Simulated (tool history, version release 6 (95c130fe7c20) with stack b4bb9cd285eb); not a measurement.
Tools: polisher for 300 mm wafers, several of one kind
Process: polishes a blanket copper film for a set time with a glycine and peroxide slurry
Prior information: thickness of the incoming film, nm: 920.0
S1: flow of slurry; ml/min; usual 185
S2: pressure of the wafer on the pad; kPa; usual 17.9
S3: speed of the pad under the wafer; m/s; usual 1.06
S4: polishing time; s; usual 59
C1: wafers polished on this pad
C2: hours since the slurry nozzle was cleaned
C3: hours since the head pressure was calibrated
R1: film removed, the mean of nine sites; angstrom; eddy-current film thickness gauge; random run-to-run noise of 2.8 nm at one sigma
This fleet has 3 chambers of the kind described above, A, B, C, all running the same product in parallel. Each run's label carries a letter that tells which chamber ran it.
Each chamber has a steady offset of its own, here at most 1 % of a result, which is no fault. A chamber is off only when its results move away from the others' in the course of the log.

{"run": "1B", "hour": 7.3, "S1": 185, "S2": 17.9, "S3": 1.06, "S4": 59, "C1": 630, "C2": 187.6, "C3": 957.9, "R1": 2939.4}
{"hour": 15.2, "done": "chamber B: worn pad replaced by a new one"}
{"run": "2C", "hour": 22.1, "S1": 185, "S2": 17.9, "S3": 1.06, "S4": 59, "C1": 846, "C2": 318.6, "C3": 626, "R1": 2973.8}
{"run": "3A", "hour": 37.8, "S1": 185, "S2": 17.9, "S3": 1.06, "S4": 59, "C1": 482, "C2": 679.7, "C3": 309.3, "R1": 3026.2}
{"run": "4C", "hour": 46.4, "S1": 185, "S2": 17.9, "S3": 1.06, "S4": 59, "C1": 1057, "C2": 342.9, "C3": 650.3, "R1": 2939.5}
{"run": "5B", "hour": 57.6, "S1": 185, "S2": 17.9, "S3": 1.06, "S4": 59, "C1": 367, "C2": 237.9, "C3": 1008.2, "R1": 2980}
{"hour": 66.3, "done": "chamber A: worn pad replaced by a new one"}
{"run": "6A", "hour": 69.6, "S1": 185, "S2": 17.9, "S3": 1.06, "S4": 59, "C1": 29, "C2": 711.5, "C3": 341.1, "R1": 2961.5}
{"hour": 73.4, "done": "chamber A: slurry nozzle cleaned"}
{"run": "7B", "hour": 81.8, "S1": 130, "S2": 17.9, "S3": 1.38, "S4": 59, "C1": 577, "C2": 262.1, "C3": 1032.4, "R1": 3480.8}
{"hour": 87.1, "done": "chamber B: worn pad replaced by a new one"}
{"run": "8A", "hour": 92.9, "S1": 130, "S2": 17.9, "S3": 1.38, "S4": 59, "C1": 231, "C2": 19.5, "C3": 364.4, "R1": 3513.6}
{"run": "9C", "hour": 101.4, "S1": 130, "S2": 17.9, "S3": 1.38, "S4": 59, "C1": 1534, "C2": 397.9, "C3": 705.3, "R1": 3405.2}
{"run": "10B", "hour": 111.4, "S1": 185, "S2": 17.9, "S3": 1.06, "S4": 59, "C1": 210, "C2": 291.7, "C3": 1062, "R1": 2995.1}
{"hour": 121.1, "done": "chamber B: head pressure recalibrated"}
{"run": "11C", "hour": 124.4, "S1": 185, "S2": 17.9, "S3": 1.06, "S4": 59, "C1": 1734, "C2": 420.9, "C3": 728.3, "R1": 2829.1}
{"hour": 127.9, "done": "chamber C: slurry nozzle cleaned"}
{"run": "12A", "hour": 135.5, "S1": 185, "S2": 17.9, "S3": 1.06, "S4": 59, "C1": 600, "C2": 62.1, "C3": 407, "R1": 3012.8}
{"run": "13B", "hour": 148.5, "S1": 185, "S2": 17.9, "S3": 1.06, "S4": 59, "C1": 532, "C2": 328.8, "C3": 27.5, "R1": 2938.9}
{"hour": 151.9, "done": "chamber B: worn pad replaced by a new one"}
{"hour": 156.5, "done": "chamber A: worn pad replaced by a new one"}
{"run": "14C", "hour": 158.3, "S1": 185, "S2": 17.9, "S3": 1.06, "S4": 59, "C1": 2028, "C2": 30.4, "C3": 762.2, "R1": 2827.7}
{"run": "15A", "hour": 170.6, "S1": 185, "S2": 17.9, "S3": 1.06, "S4": 59, "C1": 122, "C2": 97.2, "C3": 442.1, "R1": 3006.2}
{"run": "16B", "hour": 178.9, "S1": 215, "S2": 17.9, "S3": 1.06, "S4": 59, "C1": 234, "C2": 359.2, "C3": 57.9, "R1": 2997.5}
{"run": "17C", "hour": 189.4, "S1": 215, "S2": 17.9, "S3": 1.06, "S4": 59, "C1": 2297, "C2": 61.5, "C3": 793.3, "R1": 2786.8}
{"run": "18A", "hour": 204.6, "S1": 215, "S2": 17.9, "S3": 1.06, "S4": 59, "C1": 417, "C2": 131.2, "C3": 476.1, "R1": 3102.4}
{"run": "19B", "hour": 214.6, "S1": 185, "S2": 17.9, "S3": 1.06, "S4": 59, "C1": 543, "C2": 394.9, "C3": 93.6, "R1": 2989.2}
{"run": "20A", "hour": 228.8, "S1": 185, "S2": 17.9, "S3": 1.06, "S4": 59, "C1": 627, "C2": 155.4, "C3": 500.3, "R1": 3006}
{"hour": 231.5, "done": "chamber B: worn pad replaced by a new one"}
{"run": "21C", "hour": 240.1, "S1": 185, "S2": 17.9, "S3": 1.06, "S4": 59, "C1": 2737, "C2": 112.2, "C3": 844, "R1": 2694.3}
{"run": "22B", "hour": 251.8, "S1": 185, "S2": 17.9, "S3": 1.06, "S4": 59, "C1": 176, "C2": 432.1, "C3": 130.8, "R1": 2917.3}
{"hour": 256.7, "done": "chamber A: worn pad replaced by a new one"}
{"run": "23C", "hour": 260.9, "S1": 185, "S2": 17.9, "S3": 1.06, "S4": 59, "C1": 2918, "C2": 133, "C3": 864.8, "R1": 2597}
{"run": "24A", "hour": 273.8, "S1": 185, "S2": 17.9, "S3": 1.06, "S4": 59, "C1": 148, "C2": 200.4, "C3": 545.3, "R1": 2983.7}

What goes on in this fleet: one chamber off, a drifting gauge, or nothing beyond the chambers' own small offsets? Name the chamber and the cause, if any.

Little by little, chamber C moves away from the other chambers.
What lies behind it: removal rate lost through wear of the pad, % = 12.
Not necessarily distinguishable in this log from: head's pressure below its setpoint, %.

Below are 4 candidate recipes for chamber C's next run, each the usual settings with a change, their results shown as question marks. Which of them brings C's results back in line with what the other chambers give on the usual settings?
Maximum distance from the other chambers' mean on the usual settings for a result to count as in line: R1 97 angstrom
{"run": "25C-1", "hour": 285.1, "S1": 185, "S2": 15.2, "S3": 1.06, "S4": 59, "R1": "?"}
{"run": "25C-2", "hour": 285.1, "S1": 180, "S2": 16.5, "S3": 0.96, "S4": 52, "R1": "?"}
{"run": "25C-3", "hour": 285.1, "S1": 185, "S2": 17.9, "S3": 1.06, "S4": 77, "R1": "?"}
{"run": "25C-4", "hour": 285.1, "S1": 185, "S2": 21.4, "S3": 1.06, "S4": 59, "R1": "?"}

On the usual settings, the other chambers give on average: R1 2981.8 angstrom
run=25C-1 R1=2282.3
run=25C-2 R1=1985.1
run=25C-3 R1=3415
run=25C-4 R1=3034.6
Change 25C-4 lands the chamber within the allowed miss of the other chambers.
